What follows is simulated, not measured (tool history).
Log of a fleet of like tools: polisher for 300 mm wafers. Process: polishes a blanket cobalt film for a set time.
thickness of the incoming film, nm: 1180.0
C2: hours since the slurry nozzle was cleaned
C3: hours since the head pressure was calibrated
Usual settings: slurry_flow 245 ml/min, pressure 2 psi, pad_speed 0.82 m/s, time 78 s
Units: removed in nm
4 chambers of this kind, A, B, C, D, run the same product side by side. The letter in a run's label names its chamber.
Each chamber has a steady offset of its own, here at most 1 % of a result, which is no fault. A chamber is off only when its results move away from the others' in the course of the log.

run 1A hour=4.4 | slurry_flow=245 pressure=2 pad_speed=0.82 time=78 | wafers_polished_on_this_pad=1036 C2=651.6 C3=427.7 | removed=317.97
-- hour=10.2 chamber B: slurry nozzle cleaned
run 2B hour=10.5 | slurry_flow=245 pressure=2 pad_speed=0.82 time=78 | wafers_polished_on_this_pad=839 C2=0.4 C3=307.6 | removed=313.54
run 3C hour=15.1 | slurry_flow=245 pressure=2 pad_speed=0.82 time=78 | wafers_polished_on_this_pad=874 C2=170.7 C3=256.7 | removed=315.19
run 4D hour=19.7 | slurry_flow=245 pressure=2 pad_speed=0.82 time=78 | wafers_polished_on_this_pad=695 C2=563.5 C3=414.4 | removed=322.3
run 5C hour=24.8 | slurry_flow=245 pressure=2 pad_speed=0.82 time=78 | wafers_polished_on_this_pad=929 C2=180.4 C3=266.4 | removed=318.58
run 6A hour=31.5 | slurry_flow=245 pressure=2 pad_speed=0.62 time=78 | wafers_polished_on_this_pad=1192 C2=678.7 C3=454.8 | removed=247.11
run 7D hour=36.9 | slurry_flow=245 pressure=2 pad_speed=0.62 time=78 | wafers_polished_on_this_pad=793 C2=580.7 C3=431.6 | removed=247.34
run 8B hour=41.3 | slurry_flow=245 pressure=2 pad_speed=0.62 time=78 | wafers_polished_on_this_pad=1016 C2=31.2 C3=338.4 | removed=238.29
-- hour=42.3 chamber A: worn pad replaced by a new one
-- hour=47.6 chamber D: worn pad replaced by a new one
run 9B hour=47.8 | slurry_flow=245 pressure=2 pad_speed=0.62 time=78 | wafers_polished_on_this_pad=1053 C2=37.7 C3=344.9 | removed=241.73
run 10D hour=51.9 | slurry_flow=245 pressure=2 pad_speed=0.82 time=78 | wafers_polished_on_this_pad=25 C2=595.7 C3=446.6 | removed=318.61
run 11C hour=59.3 | slurry_flow=245 pressure=2 pad_speed=0.82 time=78 | wafers_polished_on_this_pad=1128 C2=214.9 C3=300.9 | removed=312.82
-- hour=59.6 chamber A: slurry nozzle cleaned
run 12A hour=64.4 | slurry_flow=245 pressure=2 pad_speed=0.82 time=78 | wafers_polished_on_this_pad=127 C2=4.9 C3=487.7 | removed=326.54
-- hour=67.2 chamber B: worn pad replaced by a new one
run 13C hour=68.6 | slurry_flow=245 pressure=2 pad_speed=0.82 time=78 | wafers_polished_on_this_pad=1181 C2=224.2 C3=310.2 | removed=311.55
run 14B hour=72.1 | slurry_flow=245 pressure=2 pad_speed=0.82 time=78 | wafers_polished_on_this_pad=28 C2=62 C3=369.2 | removed=314.31
run 15A hour=79.6 | slurry_flow=215 pressure=2 pad_speed=1.02 time=78 | wafers_polished_on_this_pad=214 C2=20.1 C3=502.9 | removed=393.86
run 16D hour=84.8 | slurry_flow=215 pressure=2 pad_speed=1.02 time=78 | wafers_polished_on_this_pad=214 C2=628.6 C3=479.5 | removed=391.75
run 17C hour=90.5 | slurry_flow=215 pressure=2 pad_speed=1.02 time=78 | wafers_polished_on_this_pad=1307 C2=246.1 C3=332.1 | removed=386.55
run 18B hour=96.7 | slurry_flow=215 pressure=2 pad_speed=1.02 time=78 | wafers_polished_on_this_pad=169 C2=86.6 C3=393.8 | removed=380.24
run 19D hour=101.5 | slurry_flow=245 pressure=2 pad_speed=1 time=90 | wafers_polished_on_this_pad=309 C2=645.3 C3=496.2 | removed=454.77
run 20A hour=105.6 | slurry_flow=245 pressure=2 pad_speed=1 time=90 | wafers_polished_on_this_pad=363 C2=46.1 C3=528.9 | removed=450.68
run 21C hour=110.9 | slurry_flow=245 pressure=2 pad_speed=1 time=90 | wafers_polished_on_this_pad=1424 C2=266.5 C3=352.5 | removed=449.72
run 22A hour=114.5 | slurry_flow=245 pressure=2 pad_speed=1 time=90 | wafers_polished_on_this_pad=414 C2=55 C3=537.8 | removed=450.97
run 23B hour=120.2 | slurry_flow=245 pressure=2 pad_speed=0.98 time=78 | wafers_polished_on_this_pad=304 C2=110.1 C3=417.3 | removed=375.48
run 24D hour=127.8 | slurry_flow=245 pressure=2 pad_speed=0.98 time=78 | wafers_polished_on_this_pad=461 C2=671.6 C3=522.5 | removed=383.6
-- hour=128.1 chamber D: slurry nozzle cleaned
run 25D hour=135.3 | slurry_flow=245 pressure=2 pad_speed=0.98 time=78 | wafers_polished_on_this_pad=504 C2=7.3 C3=530 | removed=378.05
-- hour=137.5 chamber C: worn pad replaced by a new one
run 26B hour=141.5 | slurry_flow=245 pressure=2 pad_speed=0.98 time=78 | wafers_polished_on_this_pad=426 C2=131.4 C3=438.6 | removed=377.5
run 27C hour=147.8 | slurry_flow=245 pressure=2 pad_speed=0.82 time=78 | wafers_polished_on_this_pad=59 C2=303.4 C3=389.4 | removed=330.81
run 28A hour=151.9 | slurry_flow=325 pressure=2 pad_speed=0.82 time=100 | wafers_polished_on_this_pad=629 C2=92.4 C3=575.2 | removed=419.34
run 29A hour=156.6 | slurry_flow=325 pressure=2 pad_speed=0.82 time=100 | wafers_polished_on_this_pad=656 C2=97.1 C3=579.9 | removed=424.54
run 30C hour=161.7 | slurry_flow=325 pressure=2 pad_speed=0.82 time=100 | wafers_polished_on_this_pad=139 C2=317.3 C3=403.3 | removed=441.7
run 31D hour=168.2 | slurry_flow=325 pressure=2 pad_speed=0.82 time=100 | wafers_polished_on_this_pad=693 C2=40.2 C3=562.9 | removed=418.48
run 32B hour=174.9 | slurry_flow=245 pressure=2 pad_speed=0.82 time=78 | wafers_polished_on_this_pad=618 C2=164.8 C3=472 | removed=316.79
run 33A hour=182.3 | slurry_flow=245 pressure=2 pad_speed=0.82 time=78 | wafers_polished_on_this_pad=804 C2=122.8 C3=605.6 | removed=323.15
-- hour=186 chamber D: worn pad replaced by a new one
run 34B hour=187.8 | slurry_flow=245 pressure=2 pad_speed=0.82 time=101 | wafers_polished_on_this_pad=692 C2=177.7 C3=484.9 | removed=410.92
run 35C hour=194.5 | slurry_flow=245 pressure=2 pad_speed=0.82 time=101 | wafers_polished_on_this_pad=327 C2=350.1 C3=436.1 | removed=450.44
run 36D hour=202.1 | slurry_flow=245 pressure=2 pad_speed=0.82 time=101 | wafers_polished_on_this_pad=92 C2=74.1 C3=596.8 | removed=413.84

Next, every chamber runs the same settings. What will each give?
run 37A hour=207.7 | slurry_flow=245 pressure=2 pad_speed=0.82 time=78 | removed=?
run 37B hour=207.7 | slurry_flow=245 pressure=2 pad_speed=0.82 time=78 | removed=?
run 37C hour=207.7 | slurry_flow=245 pressure=2 pad_speed=0.82 time=78 | removed=?
run 37D hour=207.7 | slurry_flow=245 pressure=2 pad_speed=0.82 time=78 | removed=?

run=37A removed=321.41
run=37B removed=318.62
run=37C removed=347.5
run=37D removed=324.6
